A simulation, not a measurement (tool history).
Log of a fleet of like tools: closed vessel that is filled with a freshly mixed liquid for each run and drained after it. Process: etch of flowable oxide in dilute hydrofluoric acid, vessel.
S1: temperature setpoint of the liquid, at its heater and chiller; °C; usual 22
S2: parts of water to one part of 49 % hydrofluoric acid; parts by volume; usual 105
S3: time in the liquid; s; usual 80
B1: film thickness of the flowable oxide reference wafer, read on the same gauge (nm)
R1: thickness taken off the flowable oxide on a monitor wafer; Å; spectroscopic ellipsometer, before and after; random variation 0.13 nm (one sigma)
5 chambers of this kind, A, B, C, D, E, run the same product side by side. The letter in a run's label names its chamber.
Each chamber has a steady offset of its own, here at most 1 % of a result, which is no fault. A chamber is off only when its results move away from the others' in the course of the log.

run	hour	S1	S2	S3	B1	R1
1B	13.7	22	105	80	130.01	368.22
2A	23.3	22	105	80	129.99	373.71
3D	35.9	22	105	80	129.98	367.04
4E	45.2	22	105	80	129.99	369.44
5C	53.7	22	105	80	130.01	366.28
6B	63.1	22	105	80	130	369.94
7C	69.8	22	105	80	130	364.99
# hour 76.6: chamber C: hydrofluoric acid flow meter replaced
8D	77.2	22	105	80	130	369.34
9A	86.1	22	105	80	130.02	374.5
# hour 90.6: chamber E: thermometer replaced
10E	98.4	22	105	80	129.99	371.73
11E	109.7	22	105	80	129.98	371.01
12B	117.2	22	105	80	129.96	368.51
13A	125.7	22	105	80	130.01	374.35
14D	132.5	22	105	80	129.98	368.51
15C	140.8	22	105	80	129.98	363.77
# hour 150.7: chamber B: hydrofluoric acid flow meter replaced
16C	152.6	22	105	80	130.01	366.52
17D	162.1	22	105	80	130.01	369.55
18B	174	22	105	80	130.01	366.87
19E	183	22	105	80	130	368.33
20A	189.6	22	70	80	130.01	581.47
21A	198.2	22	70	80	129.99	581.49
22E	212.9	22	70	80	129.99	579.29
23D	224.6	22	70	80	129.99	574.22
24B	232.2	22	70	80	129.98	584.72
25C	242.6	22	105	80	130	366.67
26D	252.1	18	105	65	130.02	251.86
27B	263.5	18	105	65	130.01	254.33
28A	274	18	105	65	130	258.55
29E	283	18	105	65	130	256.17
30C	291.4	18	105	65	130.01	252.44
31E	303.9	22	105	80	130.02	371.2
32C	317.1	22	105	80	130	367.06
33D	324.3	22	105	80	130	367.84
34B	336.5	22	105	80	129.99	368.01

Is one chamber off against the others, does the gauge drift, or is nothing wrong? If a chamber is off, say which, and what the likeliest cause is.

No chamber stands off beyond its own small offset, and the gauge holds steady.

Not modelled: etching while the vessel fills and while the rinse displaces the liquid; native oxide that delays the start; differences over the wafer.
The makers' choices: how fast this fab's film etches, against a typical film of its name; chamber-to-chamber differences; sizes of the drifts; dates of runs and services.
